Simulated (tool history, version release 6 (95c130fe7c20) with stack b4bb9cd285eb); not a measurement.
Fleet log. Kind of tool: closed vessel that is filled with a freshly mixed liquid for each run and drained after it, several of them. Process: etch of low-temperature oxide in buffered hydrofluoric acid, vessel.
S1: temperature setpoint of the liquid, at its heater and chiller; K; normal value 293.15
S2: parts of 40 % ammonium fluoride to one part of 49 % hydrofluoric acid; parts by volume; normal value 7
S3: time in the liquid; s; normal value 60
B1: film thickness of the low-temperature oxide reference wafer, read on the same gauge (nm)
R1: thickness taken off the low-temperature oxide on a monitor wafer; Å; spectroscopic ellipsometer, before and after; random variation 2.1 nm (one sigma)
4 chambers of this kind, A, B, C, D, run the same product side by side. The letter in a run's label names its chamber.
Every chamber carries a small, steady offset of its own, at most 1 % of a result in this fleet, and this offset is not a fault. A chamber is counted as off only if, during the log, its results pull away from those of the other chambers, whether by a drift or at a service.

run	hour	S1	S2	S3	B1	R1
1C	6.6	293.15	7	60	60.006	3923.0
2A	13.4	293.15	7	60	60.010	3873.1
3B	19.1	293.15	7	60	59.978	3888.7
4D	25.8	293.15	7	60	59.960	3936.1
5A	29.5	293.15	7	60	60.022	3906.5
6C	37.2	293.15	7	60	60.006	3946.7
7B	42.8	296.65	5	60	60.020	6209.0
8D	49.5	296.65	5	60	60.004	6367.1
9C	56.6	296.65	5	60	59.998	6441.3
10B	64.6	296.65	5	60	59.993	6299.1
11A	70.0	293.15	7	60	59.986	3931.2
12D	76.7	293.15	7	60	60.010	3966.2
13D	83.2	293.15	7	60	59.993	3959.0
14B	90.6	293.15	7	60	60.003	3876.2
15A	95.6	293.15	7	60	59.996	3925.1
16C	100.2	293.15	7	60	59.987	3917.5
17D	105.0	293.15	7	60	60.000	4023.0
18C	112.4	293.15	7	60	60.007	3921.7
19B	119.9	293.15	7	60	60.009	3880.5
20A	126.8	293.15	7	60	60.012	3931.1
21C	130.8	291.15	7	40	60.018	2366.1
22D	135.6	291.15	7	40	60.011	2403.2
23A	140.8	291.15	7	40	59.990	2321.3
24B	148.3	291.15	7	40	60.011	2313.5
25B	152.2	293.15	7	60	60.000	3898.0
26C	155.7	293.15	7	60	60.005	3968.4
27D	159.8	293.15	7	60	59.975	4098.6
28A	167.6	293.15	7	60	59.992	3910.2
29B	175.1	293.15	7	60	59.988	3867.4
# hour 181.5: chamber D: hydrofluoric acid flow meter replaced
30D	181.6	293.15	7	60	60.038	4139.0
31C	185.9	293.15	7	60	59.960	3960.5
32A	193.2	293.15	7	60	60.028	3914.1
33C	197.8	293.15	7	60	59.999	3917.9
34B	205.4	293.15	7	60	59.979	3875.6
35A	211.8	293.15	7	60	59.987	3890.8
36D	219.7	293.15	7	60	59.994	4177.1
37C	223.6	293.15	7	70	60.012	4555.8
38B	228.7	293.15	7	70	60.008	4538.0
39A	234.4	293.15	7	70	59.978	4576.2
40D	241.8	293.15	7	70	60.009	4937.7
41D	249.7	293.15	7	60	60.028	4252.8
42C	256.5	293.15	7	60	59.994	3958.5
43B	260.7	295.15	9	60	60.006	3303.7

Next, every chamber runs the same settings. What will each give?
44A	266.4	293.15	7	60		?
44B	266.4	293.15	7	60		?
44C	266.4	293.15	7	60		?
44D	266.4	293.15	7	60		?

run	R1
44A	3935.4
44B	3884.2
44C	3933.0
44D	4261.4
